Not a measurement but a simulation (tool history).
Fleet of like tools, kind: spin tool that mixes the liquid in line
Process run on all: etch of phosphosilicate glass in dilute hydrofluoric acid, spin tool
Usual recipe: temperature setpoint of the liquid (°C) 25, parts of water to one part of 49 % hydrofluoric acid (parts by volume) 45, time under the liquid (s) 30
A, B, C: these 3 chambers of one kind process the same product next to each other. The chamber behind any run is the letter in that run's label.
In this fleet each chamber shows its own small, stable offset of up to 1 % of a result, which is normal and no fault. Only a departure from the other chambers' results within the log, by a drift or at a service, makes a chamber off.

run   hour  temperature setpoint of the liquid (°C)  parts of water to one part of 49 % hydrofluoric acid (parts by volume)  time under the liquid (s)  read-back film thickness of the phosphosilicate glass reference wafer, read on the same gauge (nm)  thickness taken off the phosphosilicate glass on a monitor wafer (angstrom)
 1B    6.6                                       25                                                                      45                         30                                                                                               60.03                                                                       1346.2
 2C   13.8                                       25                                                                      45                         30                                                                                              59.986                                                                       1377.2
 3A     19                                       25                                                                      45                         30                                                                                              59.997                                                                       1384.7
 4C   25.3                                       25                                                                      45                         30                                                                                              59.995                                                                       1359.9
 5A     31                                       25                                                                      45                         30                                                                                               59.98                                                                       1372.9
 6B     38                                       25                                                                      45                         30                                                                                              60.007                                                                       1340.8
 7C   41.4                                       25                                                                      45                         30                                                                                               60.03                                                                       1366.3
 8A   48.5                                       25                                                                      45                         30                                                                                              60.009                                                                       1371.8
 9B   53.4                                       25                                                                      45                         30                                                                                              59.989                                                                       1345.6
10A   59.5                                       25                                                                      45                         30                                                                                              59.967                                                                       1338.5
11C   63.3                                       25                                                                      45                         30                                                                                              59.983                                                                       1374.3
12B   66.6                                       25                                                                      45                         45                                                                                              59.992                                                                       1978.1
13C   71.9                                       25                                                                      45                         45                                                                                              60.003                                                                       2069.7
14A   76.5                                       25                                                                      45                         45                                                                                              60.002                                                                       2040.6
15B   82.8                                       25                                                                      45                         30                                                                                              60.013                                                                       1308.5
16B   88.6                                       25                                                                      45                         30                                                                                              59.993                                                                       1311.4
17C   95.9                                       25                                                                      45                         30                                                                                              60.008                                                                       1367.1
18A  102.1                                       25                                                                      45                         30                                                                                              60.002                                                                       1364.4
19C  109.2                                       25                                                                      45                         30                                                                                              60.004                                                                       1372.1
20B  113.9                                       25                                                                      45                         30                                                                                              60.008                                                                         1284
21A  121.2                                       25                                                                      45                         30                                                                                              60.011                                                                       1393.1
22B  126.8                                       25                                                                      45                         30                                                                                              59.973                                                                         1291
23A    130                                       28                                                                      65                         30                                                                                              59.975                                                                       1021.8
24C    136                                       28                                                                      65                         30                                                                                              60.002                                                                         1047
25A  141.4                                       28                                                                      65                         30                                                                                               59.97                                                                       1041.1
26C  147.6                                       25                                                                      45                         30                                                                                              60.011                                                                       1365.9
27B  152.9                                       25                                                                      45                         30                                                                                              60.042                                                                       1292.6
28B  160.1                                       25                                                                      45                         30                                                                                               60.03                                                                       1265.1
29A  166.6                                       25                                                                      45                         30                                                                                              60.006                                                                       1360.6
30C    174                                       25                                                                      45                         30                                                                                                  60                                                                       1372.5
31B  178.8                                       25                                                                      45                         30                                                                                              60.024                                                                         1270
32C  186.1                                       25                                                                      45                         30                                                                                              60.013                                                                       1382.5
33A  190.6                                       25                                                                      45                         30                                                                                              59.979                                                                       1349.4
34A  195.1                                       25                                                                      45                         30                                                                                              60.045                                                                       1372.3

Next, all 3 chambers run the settings below, one line each with question marks for the results. What does each chamber give?
35A  200.5                                       25                                                                      45                         30                                                                                                                                                                                ?
35B  200.5                                       25                                                                      45                         30                                                                                                                                                                                ?
35C  200.5                                       25                                                                      45                         30                                                                                                                                                                                ?

run  thickness taken off the phosphosilicate glass on a monitor wafer (angstrom)
35A                                                                       1369.8
35B                                                                       1243.4
35C                                                                       1359.4
